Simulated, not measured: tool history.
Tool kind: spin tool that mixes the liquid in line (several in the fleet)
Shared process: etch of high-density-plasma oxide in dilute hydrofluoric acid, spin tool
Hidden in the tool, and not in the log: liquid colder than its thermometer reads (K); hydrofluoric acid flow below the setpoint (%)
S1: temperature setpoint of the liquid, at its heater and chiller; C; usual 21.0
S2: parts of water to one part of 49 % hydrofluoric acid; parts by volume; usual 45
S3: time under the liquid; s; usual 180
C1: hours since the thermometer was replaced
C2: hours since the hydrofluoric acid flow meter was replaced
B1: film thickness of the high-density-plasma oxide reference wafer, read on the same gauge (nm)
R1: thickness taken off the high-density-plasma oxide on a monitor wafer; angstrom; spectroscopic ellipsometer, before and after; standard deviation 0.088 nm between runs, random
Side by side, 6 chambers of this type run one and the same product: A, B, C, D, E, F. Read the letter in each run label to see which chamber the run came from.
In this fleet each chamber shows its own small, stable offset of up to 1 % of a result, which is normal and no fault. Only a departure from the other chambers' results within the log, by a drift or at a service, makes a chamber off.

run     day    S1  S2   S3      C1      C2      B1      R1
      0.200  -- chamber A: hydrofluoric acid flow meter replaced
 1E   0.338  21.0  45  180   850.2  1367.7  70.000  193.85
 2F   0.762  21.0  45  180   730.6   645.9  69.980  193.53
 3A   1.088  21.0  45  180  1300.6    21.4  69.968  195.83
 4D   1.529  21.0  45  180    84.9  1488.5  70.016  192.49
 5B   1.829  21.0  45  180   290.1  1337.5  70.014  193.11
 6C   2.129  21.0  45  180  1106.0    96.9  69.981  191.15
      2.342  -- chamber D: hydrofluoric acid flow meter replaced
 7D   2.471  21.0  45  180   107.5     3.2  69.984  192.52
 8A   2.888  21.0  45  180  1343.8    64.6  70.009  195.34
 9B   3.121  21.0  45  180   321.1  1368.5  70.029  191.75
10F   3.467  21.0  45  180   795.5   710.8  69.997  191.79
11E   3.792  21.0  45  180   933.1  1450.6  69.980  193.18
12C   4.183  24.0  55  180  1155.3   146.2  70.022  173.48
13A   4.633  24.0  55  180  1385.7   106.5  70.004  176.89
14F   5.029  24.0  55  180   833.0   748.3  69.996  175.60
15B   5.362  24.0  55  180   374.9  1422.3  69.987  175.24
16D   5.738  24.0  55  180   185.9    81.6  70.015  174.58
17E   6.025  24.0  55  180   986.7  1504.2  69.994  178.81
18C   6.367  21.0  45  180  1207.7   198.6  69.995  191.45
19B   6.783  21.0  45  180   409.0  1456.4  70.024  193.82
20F   7.071  21.0  45  180   882.0   797.3  70.009  190.30
      7.312  -- chamber E: hydrofluoric acid flow meter replaced
21E   7.388  21.0  45  180  1019.4     1.8  70.019  193.51
22D   7.725  18.5  45  120   233.6   129.3  70.009  115.17
      7.908  -- chamber F: thermometer replaced
23A   7.992  18.5  45  120  1466.3   187.1  70.015  113.30
24C   8.233  18.5  45  120  1252.5   243.4  70.012  114.72
25E   8.679  18.5  45  120  1050.4    32.8  69.992  115.94
26A   9.129  18.5  45  120  1493.6   214.4  69.983  113.08
27C   9.362  18.5  45  120  1279.6   270.5  69.999  114.47
28F   9.812  21.0  45  180    45.8   863.1  70.012  192.71
29D  10.121  21.0  45  180   291.1   186.8  69.964  192.06
30B  10.375  21.0  45  180   495.2  1542.6  69.995  193.03
31B  10.825  21.0  45  180   506.0  1553.4  69.995  192.50
32D  11.071  21.0  45  180   313.9   209.6  69.988  192.35
33A  11.404  21.0  45  180  1548.2   269.0  70.002  185.56
     11.417  -- chamber B: thermometer replaced
34E  11.712  21.0  45  180  1123.2   105.6  69.993  193.54
35C  12.079  21.0  45  180  1344.8   335.7  69.999  191.98
36F  12.442  21.0  45  180   108.9   926.2  69.994  192.66
37D  12.808  21.0  45  180   355.6   251.3  70.008  192.77
38A  13.021  21.0  45  180  1587.0   307.8  69.990  183.64
39C  13.308  21.0  45  180  1374.3   365.2  70.016  191.73
40B  13.700  21.0  45  180    54.9  1622.4  69.979  192.01
41F  14.150  21.0  45  180   149.9   967.2  69.993  192.48
42E  14.588  21.0  45  180  1192.2   174.6  69.988  193.91

For the next run the whole fleet of 6 chambers uses the same settings. Give each chamber's results:
43A  14.912  21.0  45  180               ?
43B  14.912  21.0  45  180               ?
43C  14.912  21.0  45  180               ?
43D  14.912  21.0  45  180               ?
43E  14.912  21.0  45  180               ?
43F  14.912  21.0  45  180               ?

run      R1
43A  183.01
43B  193.33
43C  190.02
43D  190.32
43E  194.40
43F  191.69
